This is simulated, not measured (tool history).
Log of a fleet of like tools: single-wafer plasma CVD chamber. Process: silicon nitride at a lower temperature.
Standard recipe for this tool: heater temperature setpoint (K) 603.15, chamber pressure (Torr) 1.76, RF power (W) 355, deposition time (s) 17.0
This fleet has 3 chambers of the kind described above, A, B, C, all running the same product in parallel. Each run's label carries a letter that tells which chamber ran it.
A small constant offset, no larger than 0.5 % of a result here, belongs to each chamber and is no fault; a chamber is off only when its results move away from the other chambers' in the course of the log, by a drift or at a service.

run,hour,heater temperature setpoint (K),chamber pressure (Torr),RF power (W),deposition time (s),"read-back reference wafer on the same gauge, thickness_nm",mean film thickness on the monitor wafer (angstrom)
1A,3.8,603.15,1.76,355,17.0,27.203,230.55
2B,9.1,603.15,1.76,355,17.0,27.225,230.37
3C,14.0,603.15,1.76,355,17.0,27.194,230.61
# hour 17.7: chamber B: RF generator calibrated
4B,19.0,603.15,1.76,355,17.0,27.212,232.15
5C,23.7,603.15,1.76,355,17.0,27.198,230.44
6A,27.8,603.15,1.76,355,17.0,27.174,230.35
7C,33.4,603.15,1.76,355,17.0,27.204,231.83
8A,39.8,603.15,1.76,355,17.0,27.188,231.03
9B,44.4,603.15,1.76,355,17.0,27.192,231.29
10B,51.9,603.15,1.76,355,17.0,27.196,230.75
11A,56.1,603.15,1.76,355,17.0,27.211,231.37
12C,60.3,603.15,1.76,355,17.0,27.188,230.17
13B,66.1,603.15,1.76,355,17.0,27.213,231.01
14C,71.0,603.15,1.76,355,17.0,27.220,228.70
15A,76.5,603.15,1.76,355,17.0,27.186,229.40
16C,82.4,603.15,1.76,355,17.0,27.222,227.32
17B,87.7,603.15,1.76,355,17.0,27.220,230.87
18A,93.0,603.15,1.76,405,17.0,27.193,249.92
19A,99.6,603.15,1.76,405,17.0,27.205,250.39
20B,105.7,603.15,1.76,405,17.0,27.186,252.67
21C,112.5,603.15,1.76,355,17.0,27.212,222.89
22B,118.7,603.15,1.76,355,17.0,27.191,229.70

All 3 chambers run these settings next. Forecast each chamber's results:
23A,124.4,603.15,1.76,355,13.9,,?
23B,124.4,603.15,1.76,355,13.9,,?
23C,124.4,603.15,1.76,355,13.9,,?

run,mean film thickness on the monitor wafer (angstrom)
23A,188.23
23B,189.76
23C,181.11
